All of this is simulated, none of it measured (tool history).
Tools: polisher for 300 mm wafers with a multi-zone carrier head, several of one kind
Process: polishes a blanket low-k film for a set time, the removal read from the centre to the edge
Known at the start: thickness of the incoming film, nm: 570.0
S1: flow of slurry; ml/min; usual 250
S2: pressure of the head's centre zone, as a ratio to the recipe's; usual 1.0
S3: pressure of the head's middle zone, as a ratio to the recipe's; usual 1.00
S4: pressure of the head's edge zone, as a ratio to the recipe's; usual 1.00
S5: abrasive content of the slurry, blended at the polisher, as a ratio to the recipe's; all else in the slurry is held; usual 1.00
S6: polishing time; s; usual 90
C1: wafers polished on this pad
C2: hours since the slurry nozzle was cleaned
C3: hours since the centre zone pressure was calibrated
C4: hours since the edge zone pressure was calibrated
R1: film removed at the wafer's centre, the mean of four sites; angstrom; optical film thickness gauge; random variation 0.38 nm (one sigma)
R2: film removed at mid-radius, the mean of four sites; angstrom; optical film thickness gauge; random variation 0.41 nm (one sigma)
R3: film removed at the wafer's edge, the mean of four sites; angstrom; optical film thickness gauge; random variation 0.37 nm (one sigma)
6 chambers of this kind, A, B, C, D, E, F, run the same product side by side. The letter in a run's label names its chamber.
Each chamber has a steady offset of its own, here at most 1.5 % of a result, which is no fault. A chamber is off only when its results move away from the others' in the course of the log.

| run | day | S1 | S2 | S3 | S4 | S5 | S6 | C1 | C2 | C3 | C4 | R1 | R2 | R3 |
|---|---|---|---|---|---|---|---|---|---|---|---|---|---|---|
|  | 0.354 | chamber B: slurry nozzle cleaned |
| 1E | 0.438 | 250 | 1.0 | 1.00 | 1.00 | 1.00 | 90 | 763 | 616.5 | 857.7 | 791.9 | 271.90 | 281.42 | 277.41 |
| 2D | 0.667 | 250 | 1.0 | 1.00 | 1.00 | 1.00 | 90 | 461 | 198.0 | 1215.9 | 425.6 | 273.25 | 272.09 | 279.33 |
|  | 0.692 | chamber F: worn pad replaced by a new one |
| 3F | 0.996 | 250 | 1.0 | 1.00 | 1.00 | 1.00 | 90 | 41 | 163.2 | 559.4 | 1151.0 | 277.70 | 278.21 | 279.60 |
| 4C | 1.500 | 250 | 1.0 | 1.00 | 1.00 | 1.00 | 90 | 337 | 448.5 | 886.4 | 398.6 | 271.35 | 276.32 | 282.76 |
|  | 1.688 | chamber F: slurry nozzle cleaned |
| 5B | 1.821 | 250 | 1.0 | 1.00 | 1.00 | 1.00 | 90 | 1132 | 35.2 | 1252.0 | 512.4 | 283.51 | 281.55 | 278.34 |
| 6A | 2.279 | 250 | 1.0 | 0.93 | 1.00 | 0.85 | 90 | 604 | 213.3 | 1226.0 | 900.3 | 259.66 | 237.98 | 254.40 |
|  | 2.392 | chamber D: slurry nozzle cleaned |
| 7B | 2.612 | 250 | 1.0 | 0.93 | 1.00 | 0.85 | 90 | 1240 | 54.2 | 1271.0 | 531.4 | 253.87 | 237.73 | 253.28 |
| 8A | 2.967 | 250 | 1.0 | 0.93 | 1.00 | 0.85 | 90 | 698 | 229.8 | 1242.5 | 916.8 | 258.23 | 241.26 | 255.84 |
|  | 3.079 | chamber B: worn pad replaced by a new one |
| 9C | 3.317 | 250 | 1.0 | 0.93 | 1.00 | 0.85 | 90 | 585 | 492.1 | 930.0 | 442.2 | 254.48 | 238.32 | 254.75 |
|  | 3.333 | chamber D: worn pad replaced by a new one |
|  | 3.338 | chamber C: worn pad replaced by a new one |
|  | 3.425 | chamber B: centre zone pressure recalibrated |
|  | 3.508 | chamber E: slurry nozzle cleaned |
|  | 3.638 | chamber A: centre zone pressure recalibrated |
| 10D | 3.796 | 250 | 1.0 | 0.93 | 1.00 | 0.85 | 90 | 63 | 33.7 | 1291.0 | 500.7 | 252.53 | 244.08 | 261.17 |
|  | 3.958 | chamber F: edge zone pressure recalibrated |
| 11E | 4.112 | 250 | 1.0 | 0.93 | 1.00 | 0.85 | 90 | 1264 | 14.6 | 945.9 | 880.1 | 256.96 | 229.10 | 255.54 |
| 12F | 4.450 | 250 | 1.1 | 1.00 | 1.00 | 1.00 | 90 | 513 | 66.3 | 642.3 | 11.9 | 314.88 | 268.06 | 278.09 |
| 13B | 4.700 | 250 | 1.1 | 1.00 | 1.00 | 1.00 | 90 | 221 | 104.3 | 30.7 | 581.5 | 312.43 | 285.86 | 271.22 |
|  | 4.817 | chamber A: slurry nozzle cleaned |
| 14A | 5.042 | 250 | 1.1 | 1.00 | 1.00 | 1.00 | 90 | 981 | 5.4 | 33.7 | 966.6 | 304.01 | 278.17 | 277.12 |
| 15D | 5.358 | 250 | 1.1 | 1.00 | 1.00 | 1.00 | 90 | 276 | 71.2 | 1328.5 | 538.2 | 299.89 | 276.47 | 275.46 |
| 16E | 5.796 | 250 | 1.1 | 1.00 | 1.00 | 1.00 | 90 | 1494 | 55.0 | 986.3 | 920.5 | 315.11 | 276.05 | 277.59 |
|  | 6.008 | chamber C: centre zone pressure recalibrated |
| 17C | 6.125 | 250 | 1.1 | 1.00 | 1.00 | 1.00 | 90 | 380 | 559.5 | 2.9 | 509.6 | 309.80 | 281.22 | 275.16 |
| 18F | 6.508 | 250 | 1.0 | 1.00 | 1.00 | 1.00 | 90 | 793 | 115.7 | 691.7 | 61.3 | 279.76 | 276.84 | 275.18 |
| 19C | 6.879 | 250 | 1.0 | 1.00 | 1.00 | 1.00 | 90 | 483 | 577.6 | 21.0 | 527.7 | 279.92 | 275.75 | 273.60 |
| 20F | 7.362 | 250 | 1.0 | 1.00 | 1.00 | 1.00 | 90 | 910 | 136.2 | 712.2 | 81.8 | 277.03 | 274.85 | 275.34 |
|  | 7.471 | chamber A: worn pad replaced by a new one |
|  | 7.708 | chamber C: worn pad replaced by a new one |
| 21D | 7.796 | 250 | 1.0 | 1.00 | 1.00 | 1.00 | 90 | 609 | 129.7 | 1387.0 | 596.7 | 272.94 | 275.32 | 280.23 |
| 22E | 8.292 | 250 | 1.0 | 1.00 | 1.00 | 1.00 | 90 | 1834 | 114.9 | 1046.2 | 980.4 | 265.35 | 262.59 | 262.83 |
| 23A | 8.558 | 250 | 1.0 | 1.00 | 1.00 | 1.00 | 90 | 148 | 89.8 | 118.1 | 1051.0 | 282.71 | 271.33 | 273.89 |
| 24B | 8.858 | 250 | 1.0 | 1.00 | 0.92 | 1.00 | 90 | 788 | 204.1 | 130.5 | 681.3 | 272.26 | 270.77 | 268.88 |
|  | 8.871 | chamber D: worn pad replaced by a new one |
|  | 8.904 | chamber A: edge zone pressure recalibrated |
| 25F | 9.288 | 250 | 1.0 | 1.00 | 0.92 | 1.00 | 90 | 1173 | 182.4 | 758.4 | 128.0 | 277.88 | 278.24 | 264.10 |
|  | 9.296 | chamber F: slurry nozzle cleaned |
| 26E | 9.567 | 250 | 1.0 | 1.00 | 0.92 | 1.00 | 90 | 2008 | 145.5 | 1076.8 | 1011.0 | 261.14 | 257.06 | 248.99 |
| 27C | 9.996 | 250 | 1.0 | 1.00 | 0.92 | 1.00 | 90 | 312 | 652.4 | 95.8 | 602.5 | 280.53 | 276.28 | 264.84 |
|  | 10.321 | chamber F: worn pad replaced by a new one |
| 28A | 10.325 | 250 | 1.0 | 1.00 | 0.92 | 1.00 | 90 | 389 | 132.2 | 160.5 | 34.2 | 279.95 | 277.42 | 264.60 |
|  | 10.742 | chamber B: worn pad replaced by a new one |
| 29B | 10.821 | 250 | 1.0 | 1.00 | 0.92 | 1.00 | 90 | 11 | 251.2 | 177.6 | 728.4 | 280.06 | 278.57 | 265.23 |
|  | 10.942 | chamber C: slurry nozzle cleaned |
|  | 11.012 | chamber D: centre zone pressure recalibrated |
|  | 11.104 | chamber D: slurry nozzle cleaned |
| 30D | 11.317 | 250 | 1.0 | 0.93 | 1.00 | 1.00 | 63 | 334 | 5.2 | 7.4 | 681.2 | 193.07 | 177.59 | 199.64 |
| 31A | 11.683 | 250 | 1.0 | 0.93 | 1.00 | 1.00 | 63 | 574 | 164.8 | 193.1 | 66.8 | 192.18 | 178.10 | 194.22 |
| 32D | 12.162 | 250 | 1.0 | 0.93 | 1.00 | 1.00 | 63 | 449 | 25.5 | 27.7 | 701.5 | 193.51 | 182.95 | 198.22 |
|  | 12.304 | chamber C: worn pad replaced by a new one |
| 33B | 12.404 | 250 | 1.0 | 0.93 | 1.00 | 1.00 | 63 | 227 | 289.2 | 215.6 | 766.4 | 196.71 | 184.22 | 196.50 |
| 34E | 12.817 | 250 | 1.0 | 0.93 | 1.00 | 1.00 | 63 | 2452 | 223.5 | 1154.8 | 1089.0 | 176.07 | 158.60 | 172.53 |
| 35C | 13.183 | 250 | 1.0 | 0.93 | 1.00 | 1.00 | 63 | 120 | 53.9 | 172.3 | 679.0 | 197.23 | 178.30 | 194.33 |
| 36F | 13.558 | 250 | 1.0 | 1.00 | 1.00 | 1.00 | 90 | 441 | 102.3 | 860.9 | 230.5 | 272.59 | 276.37 | 281.22 |
| 37A | 13.925 | 250 | 1.0 | 1.00 | 1.00 | 1.00 | 90 | 880 | 218.6 | 246.9 | 120.6 | 275.07 | 274.05 | 274.73 |
| 38D | 14.221 | 250 | 1.0 | 1.00 | 1.00 | 1.00 | 90 | 730 | 74.9 | 77.1 | 750.9 | 275.47 | 284.22 | 275.22 |

What goes on in this fleet: one chamber off, a drifting gauge, or nothing beyond the chambers' own small offsets? Name the chamber and the cause, if any.

Chamber E drifts away from the others.
Cause: removal rate lost through wear of the pad, % = 13.4.

Here are 4 candidates for chamber E's next run, each the usual settings with a change, their results left as question marks. Which one brings its results back in line with what the others give on the usual settings?
In line means no further than this from the other chambers' mean on the usual settings: R1 13.00 angstrom; R2 14.00 angstrom; R3 13.00 angstrom
| 39E-1 | 14.592 | 250 | 1.0 | 1.00 | 1.00 | 1.00 | 94 |  |  |  |  | ? | ? | ? |
| 39E-2 | 14.592 | 250 | 1.0 | 1.00 | 1.00 | 1.00 | 86 |  |  |  |  | ? | ? | ? |
| 39E-3 | 14.592 | 255 | 1.0 | 1.01 | 1.00 | 1.05 | 101 |  |  |  |  | ? | ? | ? |
| 39E-4 | 14.592 | 245 | 1.0 | 0.99 | 1.00 | 0.95 | 79 |  |  |  |  | ? | ? | ? |

The other chambers' mean on the usual settings: R1 277.49 angstrom; R2 277.50 angstrom; R3 276.59 angstrom
| run | R1 | R2 | R3 |
|---|---|---|---|
| 39E-1 | 251.44 | 249.13 | 251.67 |
| 39E-2 | 230.05 | 227.92 | 230.25 |
| 39E-3 | 276.99 | 276.87 | 276.94 |
| 39E-4 | 205.72 | 202.01 | 206.13 |
39E-3 brings the chamber back in line.

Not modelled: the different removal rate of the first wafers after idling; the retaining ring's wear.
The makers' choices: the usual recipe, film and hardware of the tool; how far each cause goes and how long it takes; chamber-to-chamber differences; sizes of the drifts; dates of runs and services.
